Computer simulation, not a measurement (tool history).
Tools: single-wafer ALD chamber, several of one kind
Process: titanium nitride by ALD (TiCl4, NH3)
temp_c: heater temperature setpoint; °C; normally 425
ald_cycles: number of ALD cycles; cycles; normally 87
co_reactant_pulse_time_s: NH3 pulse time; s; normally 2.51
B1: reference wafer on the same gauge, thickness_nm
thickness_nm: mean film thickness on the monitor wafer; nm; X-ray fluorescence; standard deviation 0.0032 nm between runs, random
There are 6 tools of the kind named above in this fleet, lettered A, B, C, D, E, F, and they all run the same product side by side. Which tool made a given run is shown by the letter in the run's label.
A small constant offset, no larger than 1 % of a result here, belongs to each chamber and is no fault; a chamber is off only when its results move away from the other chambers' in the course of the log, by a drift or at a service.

run 1F hour=5.7 | temp_c=425 ald_cycles=87 co_reactant_pulse_time_s=2.51 | B1=2.0203 | thickness_nm=1.9560
run 2B hour=11.5 | temp_c=425 ald_cycles=87 co_reactant_pulse_time_s=2.51 | B1=2.0194 | thickness_nm=1.9292
run 3E hour=18.7 | temp_c=425 ald_cycles=87 co_reactant_pulse_time_s=2.51 | B1=2.0189 | thickness_nm=1.9491
run 4D hour=28.4 | temp_c=425 ald_cycles=87 co_reactant_pulse_time_s=2.51 | B1=2.0182 | thickness_nm=1.9479
run 5C hour=32.9 | temp_c=425 ald_cycles=87 co_reactant_pulse_time_s=2.51 | B1=2.0175 | thickness_nm=1.9497
run 6A hour=38.2 | temp_c=425 ald_cycles=87 co_reactant_pulse_time_s=2.51 | B1=2.0181 | thickness_nm=1.9571
run 7E hour=47.1 | temp_c=413 ald_cycles=87 co_reactant_pulse_time_s=2.13 | B1=2.0175 | thickness_nm=1.9342
run 8B hour=56.6 | temp_c=413 ald_cycles=87 co_reactant_pulse_time_s=2.13 | B1=2.0178 | thickness_nm=1.9258
run 9F hour=62.7 | temp_c=413 ald_cycles=87 co_reactant_pulse_time_s=2.13 | B1=2.0174 | thickness_nm=1.9368
run 10D hour=70.1 | temp_c=413 ald_cycles=87 co_reactant_pulse_time_s=2.13 | B1=2.0171 | thickness_nm=1.9293
run 11C hour=76.1 | temp_c=413 ald_cycles=87 co_reactant_pulse_time_s=2.13 | B1=2.0166 | thickness_nm=1.9371
-- hour=78.9 chamber E: thermocouple changed; heater temperature recalibrated
run 12A hour=84.2 | temp_c=413 ald_cycles=87 co_reactant_pulse_time_s=2.13 | B1=2.0160 | thickness_nm=1.9417
run 13D hour=89.7 | temp_c=425 ald_cycles=87 co_reactant_pulse_time_s=2.51 | B1=2.0155 | thickness_nm=1.9449
run 14A hour=97.6 | temp_c=425 ald_cycles=87 co_reactant_pulse_time_s=2.51 | B1=2.0153 | thickness_nm=1.9534
run 15E hour=102.6 | temp_c=425 ald_cycles=87 co_reactant_pulse_time_s=2.51 | B1=2.0148 | thickness_nm=1.9497
run 16B hour=112.3 | temp_c=425 ald_cycles=87 co_reactant_pulse_time_s=2.51 | B1=2.0143 | thickness_nm=1.9325
run 17C hour=120.7 | temp_c=412 ald_cycles=87 co_reactant_pulse_time_s=2.91 | B1=2.0144 | thickness_nm=1.9458
run 18F hour=127.6 | temp_c=412 ald_cycles=87 co_reactant_pulse_time_s=2.91 | B1=2.0136 | thickness_nm=1.9488
run 19F hour=134.2 | temp_c=412 ald_cycles=87 co_reactant_pulse_time_s=2.91 | B1=2.0136 | thickness_nm=1.9588
run 20B hour=142.0 | temp_c=412 ald_cycles=87 co_reactant_pulse_time_s=2.91 | B1=2.0131 | thickness_nm=1.9275
run 21E hour=150.9 | temp_c=412 ald_cycles=87 co_reactant_pulse_time_s=2.91 | B1=2.0120 | thickness_nm=1.9461
run 22C hour=156.2 | temp_c=412 ald_cycles=87 co_reactant_pulse_time_s=2.91 | B1=2.0126 | thickness_nm=1.9446
run 23A hour=163.9 | temp_c=425 ald_cycles=87 co_reactant_pulse_time_s=2.51 | B1=2.0124 | thickness_nm=1.9549
run 24D hour=172.3 | temp_c=425 ald_cycles=87 co_reactant_pulse_time_s=2.51 | B1=2.0112 | thickness_nm=1.9406
run 25A hour=180.1 | temp_c=425 ald_cycles=87 co_reactant_pulse_time_s=2.51 | B1=2.0110 | thickness_nm=1.9540
run 26B hour=187.5 | temp_c=425 ald_cycles=87 co_reactant_pulse_time_s=2.51 | B1=2.0109 | thickness_nm=1.9249
run 27F hour=192.5 | temp_c=425 ald_cycles=87 co_reactant_pulse_time_s=2.51 | B1=2.0100 | thickness_nm=1.9477
run 28E hour=196.8 | temp_c=425 ald_cycles=87 co_reactant_pulse_time_s=2.51 | B1=2.0108 | thickness_nm=1.9450
run 29C hour=206.5 | temp_c=425 ald_cycles=87 co_reactant_pulse_time_s=2.51 | B1=2.0099 | thickness_nm=1.9426
run 30D hour=213.2 | temp_c=425 ald_cycles=87 co_reactant_pulse_time_s=2.51 | B1=2.0093 | thickness_nm=1.9399
run 31F hour=221.6 | temp_c=425 ald_cycles=87 co_reactant_pulse_time_s=2.51 | B1=2.0103 | thickness_nm=1.9493
run 32E hour=226.5 | temp_c=425 ald_cycles=87 co_reactant_pulse_time_s=2.51 | B1=2.0091 | thickness_nm=1.9449
run 33B hour=234.7 | temp_c=425 ald_cycles=87 co_reactant_pulse_time_s=1.61 | B1=2.0091 | thickness_nm=1.9064
run 34A hour=239.5 | temp_c=425 ald_cycles=87 co_reactant_pulse_time_s=1.61 | B1=2.0083 | thickness_nm=1.9234
run 35C hour=248.5 | temp_c=425 ald_cycles=87 co_reactant_pulse_time_s=1.61 | B1=2.0077 | thickness_nm=1.9158
run 36D hour=255.4 | temp_c=425 ald_cycles=87 co_reactant_pulse_time_s=1.61 | B1=2.0079 | thickness_nm=1.9039
run 37F hour=263.5 | temp_c=425 ald_cycles=87 co_reactant_pulse_time_s=1.61 | B1=2.0071 | thickness_nm=1.9241
run 38E hour=269.1 | temp_c=425 ald_cycles=87 co_reactant_pulse_time_s=1.61 | B1=2.0061 | thickness_nm=1.9155
-- hour=274.8 chamber A: thermocouple changed; heater temperature recalibrated
run 39A hour=278.6 | temp_c=425 ald_cycles=87 co_reactant_pulse_time_s=2.51 | B1=2.0071 | thickness_nm=1.9450

Predict what each chamber gives when all 6 of them run the settings below next.
run 40A hour=285.7 | temp_c=425 ald_cycles=87 co_reactant_pulse_time_s=3.39 | thickness_nm=?
run 40B hour=285.7 | temp_c=425 ald_cycles=87 co_reactant_pulse_time_s=3.39 | thickness_nm=?
run 40C hour=285.7 | temp_c=425 ald_cycles=87 co_reactant_pulse_time_s=3.39 | thickness_nm=?
run 40D hour=285.7 | temp_c=425 ald_cycles=87 co_reactant_pulse_time_s=3.39 | thickness_nm=?
run 40E hour=285.7 | temp_c=425 ald_cycles=87 co_reactant_pulse_time_s=3.39 | thickness_nm=?
run 40F hour=285.7 | temp_c=425 ald_cycles=87 co_reactant_pulse_time_s=3.39 | thickness_nm=?

run=40A thickness_nm=1.9540
run=40B thickness_nm=1.9316
run=40C thickness_nm=1.9458
run=40D thickness_nm=1.9487
run=40E thickness_nm=1.9505
run=40F thickness_nm=1.9549
